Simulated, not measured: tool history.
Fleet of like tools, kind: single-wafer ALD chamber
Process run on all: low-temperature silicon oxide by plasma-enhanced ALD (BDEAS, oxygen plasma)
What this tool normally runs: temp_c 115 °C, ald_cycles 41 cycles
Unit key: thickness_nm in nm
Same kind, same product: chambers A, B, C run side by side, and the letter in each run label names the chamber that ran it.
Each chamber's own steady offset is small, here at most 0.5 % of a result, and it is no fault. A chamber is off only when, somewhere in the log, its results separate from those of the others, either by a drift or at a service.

| run | hour | temp_c | ald_cycles | hours since the last thermocouple change | read-back reference wafer on the same gauge, thickness_nm | thickness_nm |
|---|---|---|---|---|---|---|
| 1A | 4.2 | 115 | 41 | 476.3 | 5.9797 | 5.6836 |
| 2C | 9.3 | 115 | 41 | 2234.2 | 5.9782 | 5.6764 |
| 3B | 11.5 | 115 | 41 | 1422.7 | 5.9795 | 5.6782 |
|  | 15.9 | chamber C: thermocouple changed; heater temperature recalibrated |
| 4C | 16.6 | 115 | 41 | 0.7 | 5.9779 | 5.6803 |
| 5B | 20.7 | 122 | 35 | 1431.9 | 5.9762 | 4.7807 |
| 6A | 23.8 | 122 | 35 | 495.9 | 5.975 | 4.7902 |
| 7A | 26.8 | 122 | 35 | 498.9 | 5.9736 | 4.7886 |
| 8B | 29.6 | 104 | 41 | 1440.8 | 5.972 | 5.79 |
| 9C | 31.8 | 104 | 41 | 15.9 | 5.9744 | 5.7949 |
| 10A | 34.4 | 104 | 41 | 506.5 | 5.9731 | 5.7893 |
| 11B | 38.4 | 115 | 41 | 1449.6 | 5.9719 | 5.6862 |
| 12C | 41.9 | 115 | 41 | 26 | 5.9706 | 5.6721 |
| 13C | 46.6 | 115 | 46 | 30.7 | 5.9709 | 6.3576 |
| 14A | 49.3 | 115 | 46 | 521.4 | 5.9698 | 6.3717 |
| 15B | 54.1 | 115 | 46 | 1465.3 | 5.9696 | 6.3623 |
| 16C | 56.5 | 115 | 41 | 40.6 | 5.969 | 5.6664 |
| 17B | 59.1 | 129 | 33 | 1470.3 | 5.9683 | 4.4541 |
| 18A | 64.2 | 129 | 33 | 536.3 | 5.9673 | 4.4417 |
| 19C | 68.8 | 129 | 33 | 52.9 | 5.9654 | 4.4494 |
| 20A | 72.9 | 115 | 41 | 545 | 5.9651 | 5.6675 |
| 21B | 77.6 | 115 | 41 | 1488.8 | 5.9649 | 5.6685 |
| 22C | 81 | 115 | 41 | 65.1 | 5.9629 | 5.6776 |
| 23B | 84.6 | 115 | 41 | 1495.8 | 5.9642 | 5.6721 |
| 24A | 89 | 115 | 41 | 561.1 | 5.9597 | 5.6717 |
| 25C | 93.3 | 115 | 41 | 77.4 | 5.9604 | 5.6599 |
| 26A | 98.4 | 115 | 41 | 570.5 | 5.9601 | 5.6652 |
| 27B | 102.9 | 115 | 41 | 1514.1 | 5.9578 | 5.6654 |
| 28C | 105.2 | 115 | 41 | 89.3 | 5.9586 | 5.6626 |
| 29A | 109.3 | 115 | 41 | 581.4 | 5.958 | 5.662 |
| 30B | 112.3 | 115 | 41 | 1523.5 | 5.9576 | 5.647 |
| 31B | 115.1 | 115 | 41 | 1526.3 | 5.9582 | 5.6738 |
| 32A | 120 | 115 | 41 | 592.1 | 5.9575 | 5.6608 |
| 33C | 124.5 | 115 | 41 | 108.6 | 5.9547 | 5.6682 |
| 34B | 127.7 | 115 | 41 | 1538.9 | 5.9545 | 5.6656 |
| 35C | 130.5 | 122 | 41 | 114.6 | 5.9547 | 5.5803 |
| 36A | 134.1 | 122 | 41 | 606.2 | 5.9524 | 5.579 |

The same settings go to every chamber for the next run, one line per chamber below. Forecast the results for each:
| 37A | 137.7 | 129 | 41 |  |  | ? |
| 37B | 137.7 | 129 | 41 |  |  | ? |
| 37C | 137.7 | 129 | 41 |  |  | ? |

| run | thickness_nm |
|---|---|
| 37A | 5.5149 |
| 37B | 5.4965 |
| 37C | 5.5086 |

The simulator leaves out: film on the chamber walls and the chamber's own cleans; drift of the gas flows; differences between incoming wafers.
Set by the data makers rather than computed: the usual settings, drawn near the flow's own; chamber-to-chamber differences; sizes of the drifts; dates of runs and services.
